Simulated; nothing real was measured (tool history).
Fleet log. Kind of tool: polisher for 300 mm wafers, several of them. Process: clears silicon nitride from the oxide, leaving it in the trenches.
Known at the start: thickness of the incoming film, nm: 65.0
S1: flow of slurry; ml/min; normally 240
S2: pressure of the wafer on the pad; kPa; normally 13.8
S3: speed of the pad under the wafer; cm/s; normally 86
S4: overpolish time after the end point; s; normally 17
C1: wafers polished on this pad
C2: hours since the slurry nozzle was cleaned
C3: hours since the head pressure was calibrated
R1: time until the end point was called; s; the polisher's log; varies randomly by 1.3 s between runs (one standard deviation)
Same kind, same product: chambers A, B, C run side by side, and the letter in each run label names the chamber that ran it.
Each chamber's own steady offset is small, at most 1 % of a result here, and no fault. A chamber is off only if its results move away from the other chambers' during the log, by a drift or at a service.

run   hour   S1    S2   S3  S4    C1     C2      C3      R1
 1B   11.6  240  13.8   86  17   447  442.9   390.4  103.76
 2A   20.6  240  13.8   86  17   289   73.8   818.5  103.73
 3C   29.7  240  13.8   86  17   413    101   487.1   103.8
 4C   36.8  240  13.8   86  17   466  108.1   494.2  104.02
 5B   49.6  240  13.8   86  17   734  480.9   428.4  104.92
 6A   62.4  240  11.7  100  17   605  115.6   860.3  103.27
      63.8  -- chamber C: worn pad replaced by a new one
 7A   71.7  240  11.7  100  17   675  124.9   869.6  103.57
      78.9  -- chamber B: worn pad replaced by a new one
 8B   82.3  240  11.7  100  17    25  513.6   461.1   105.6
 9C   94.3  240  13.8   58  17   231  165.6   551.7  155.32
10B  106.1  240  13.8   58  17   205  537.4   484.9  158.48
11C  120.2  240  13.8   58  17   426  191.5   577.6  154.68
12A  129.5  240  13.8   86  17  1112  182.7   927.4  101.87
     131.8  -- chamber A: worn pad replaced by a new one
13C    142  240  13.8   86  17   591  213.3   599.4  103.39
14B    150  240  13.8   86  17   537  581.3   528.8  106.94
15A  157.1  240  13.8   86  17   191  210.3     955   103.5
     160.6  -- chamber B: slurry nozzle cleaned
     160.8  -- chamber C: worn pad replaced by a new one
16C  166.4  240  17.2   86  17    42  237.7   623.8  84.102
17A  174.4  240  17.2   86  17   322  227.6   972.3  82.945
18B  188.6  240  17.2   86  17   829     28   567.4  88.881
19B  200.4  240  13.8   86  17   918   39.8   579.2  112.98
20C  207.3  310  13.8   64  17   351  278.6   664.7  139.96
     210.2  -- chamber B: worn pad replaced by a new one
21A  217.5  310  13.8   64  17   647  270.7  1015.4  138.96
22A  229.4  310  13.8   64  17   737  282.6  1027.3  135.54
23B  242.5  240  13.8   86  17   244   81.9   621.3  113.42
     250.1  -- chamber C: worn pad replaced by a new one
24C  252.6  180  11.7   86  17    19  323.9     710  124.71
25C    261  180  11.7   86  17    83  332.3   718.4  125.64
     272.5  -- chamber A: worn pad replaced by a new one
26A  273.3  180  11.7   86  17     6  326.5  1071.2  128.16
27B  280.4  240  13.8   86  17   530  119.8   659.2  115.47

Next, every chamber runs the same settings. What will each give?
28A  290.7  240  13.8  86  17               ?
28B  290.7  240  13.8  86  17               ?
28C  290.7  240  13.8  86  17               ?

run      R1
28A   102.5
28B  118.66
28C  102.34
